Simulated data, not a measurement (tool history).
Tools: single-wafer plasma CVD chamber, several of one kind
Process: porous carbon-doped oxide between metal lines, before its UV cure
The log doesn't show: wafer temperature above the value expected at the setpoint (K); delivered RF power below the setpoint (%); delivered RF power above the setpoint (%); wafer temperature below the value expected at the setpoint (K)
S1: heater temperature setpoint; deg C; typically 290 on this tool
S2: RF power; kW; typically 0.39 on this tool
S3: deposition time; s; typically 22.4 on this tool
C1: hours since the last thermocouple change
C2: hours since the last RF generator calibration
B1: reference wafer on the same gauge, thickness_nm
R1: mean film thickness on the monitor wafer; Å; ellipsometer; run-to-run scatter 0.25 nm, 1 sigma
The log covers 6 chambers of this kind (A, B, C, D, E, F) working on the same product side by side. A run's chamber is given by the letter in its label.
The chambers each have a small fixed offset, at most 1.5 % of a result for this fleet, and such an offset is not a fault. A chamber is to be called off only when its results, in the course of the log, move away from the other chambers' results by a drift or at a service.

run	hour	S1	S2	S3	C1	C2	B1	R1
1D	9	290	0.39	22.4	404	509.1	110.99	1064.2
2F	19.5	290	0.39	22.4	201.4	603.8	110.99	1073.1
3A	35.3	290	0.39	22.4	139.9	1226.7	111.03	1078.9
4C	48.8	290	0.39	22.4	1390.5	850.1	111.01	1080
5E	64.8	290	0.39	22.4	590	730.4	111	1088.4
6B	81.1	290	0.39	22.4	1442	834.5	110.96	1082
7A	92.8	290	0.39	22.4	197.4	1284.2	111	1077.4
8B	104.3	290	0.39	22.4	1465.2	857.7	111	1081.5
9D	117.4	290	0.39	22.4	512.4	617.5	110.93	1064.1
10F	130.7	290	0.39	22.4	312.6	715	110.97	1070.7
11E	139.9	290	0.39	22.4	665.1	805.5	111.03	1090
12C	148.3	290	0.39	22.4	1490	949.6	111	1083
13E	163.1	290	0.39	22.4	688.3	828.7	110.92	1089.1
14F	171.6	290	0.39	22.4	353.5	755.9	111.03	1069.4
15A	185.9	290	0.39	22.4	290.5	1377.3	111.03	1074.8
16D	195.1	290	0.39	22.4	590.1	695.2	111.11	1068.4
17B	208.8	290	0.39	22.4	1569.7	962.2	110.99	1080.5
18C	224.7	295	0.44	22.4	1566.4	1026	110.99	1158.6
19A	239.3	295	0.44	22.4	343.9	1430.7	110.95	1145.4
20B	251.7	295	0.44	22.4	1612.6	1005.1	111.01	1154.2
21F	260.7	295	0.44	22.4	442.6	845	111.02	1136.3
22D	276.6	295	0.44	22.4	671.6	776.7	110.96	1134.3
23C	285.6	295	0.44	22.4	1627.3	1086.9	111	1150.9
24E	299.1	290	0.39	22.4	824.3	964.7	110.94	1088.1
25A	307.8	278	0.39	19.1	412.4	1499.2	111	991.05
26B	324.3	278	0.39	19.1	1685.2	1077.7	111.02	1001.6
27C	334.4	278	0.39	19.1	1676.1	1135.7	111.03	999.72
28F	344.8	278	0.39	19.1	526.7	929.1	111	974.47
29E	360	278	0.39	19.1	885.2	1025.6	111	1006.5
30D	373.7	278	0.39	19.1	768.7	873.8	110.99	982.67
31A	388.3	290	0.39	22.4	492.9	1579.7	110.95	1074.9
# hour 399.2: chamber B: thermocouple changed; heater temperature recalibrated
32F	401.8	297	0.325	22.4	583.7	986.1	111.04	872.57
33E	413.4	297	0.325	22.4	938.6	1079	110.99	900.61
34D	422.8	297	0.325	22.4	817.8	922.9	111	880.62
# hour 432.6: chamber C: thermocouple changed; heater temperature recalibrated
35C	435.8	297	0.325	22.4	3.2	1237.1	111.01	901.52
36B	445.3	297	0.325	22.4	46.2	1198.7	110.97	891.34
37A	454.5	297	0.325	22.4	559.1	1645.9	111.01	888.57
38F	462.4	290	0.39	22.4	644.3	1046.7	110.99	1051.2
39B	472.2	290	0.39	22.4	73.1	1225.6	111.03	1080
# hour 488: chamber E: RF generator calibrated
40D	488.3	290	0.39	22.4	883.3	988.4	111.08	1061.8
41E	502.5	290	0.39	22.4	1027.7	14.5	110.93	1089.1
42C	517.8	290	0.39	22.4	85.2	1319.1	110.98	1084.8
43E	531.6	290	0.39	22.4	1056.8	43.6	110.91	1091.5
44B	548	290	0.39	22.4	148.9	1301.4	111.01	1078.7

Is one chamber off against the others, does the gauge drift, or is nothing wrong? If a chamber is off, say which, and what the likeliest cause is.

Little by little, chamber F moves away from the other chambers.
Most likely cause: delivered RF power below the setpoint (%) = 3.59.
Not necessarily distinguishable in this log from: wafer temperature above the value expected at the setpoint (K).

Here are 4 candidates for chamber F's next run, each the usual settings with a change, their results left as question marks. Which one brings its results back in line with what the others give on the usual settings?
To be in line, a result may differ from the other chambers' mean on the usual settings by at most: R1 8.6 Å
45F-1	559.7	290	0.39	22.1				?
45F-2	559.7	289	0.395	22.8				?
45F-3	559.7	288	0.39	22.4				?
45F-4	559.7	290	0.375	22.4				?

The other chambers' mean on the usual settings: R1 1079 Å
run	R1
45F-1	1028.5
45F-2	1077.5
45F-3	1054.8
45F-4	1009.4
45F-2 brings the chamber back in line.

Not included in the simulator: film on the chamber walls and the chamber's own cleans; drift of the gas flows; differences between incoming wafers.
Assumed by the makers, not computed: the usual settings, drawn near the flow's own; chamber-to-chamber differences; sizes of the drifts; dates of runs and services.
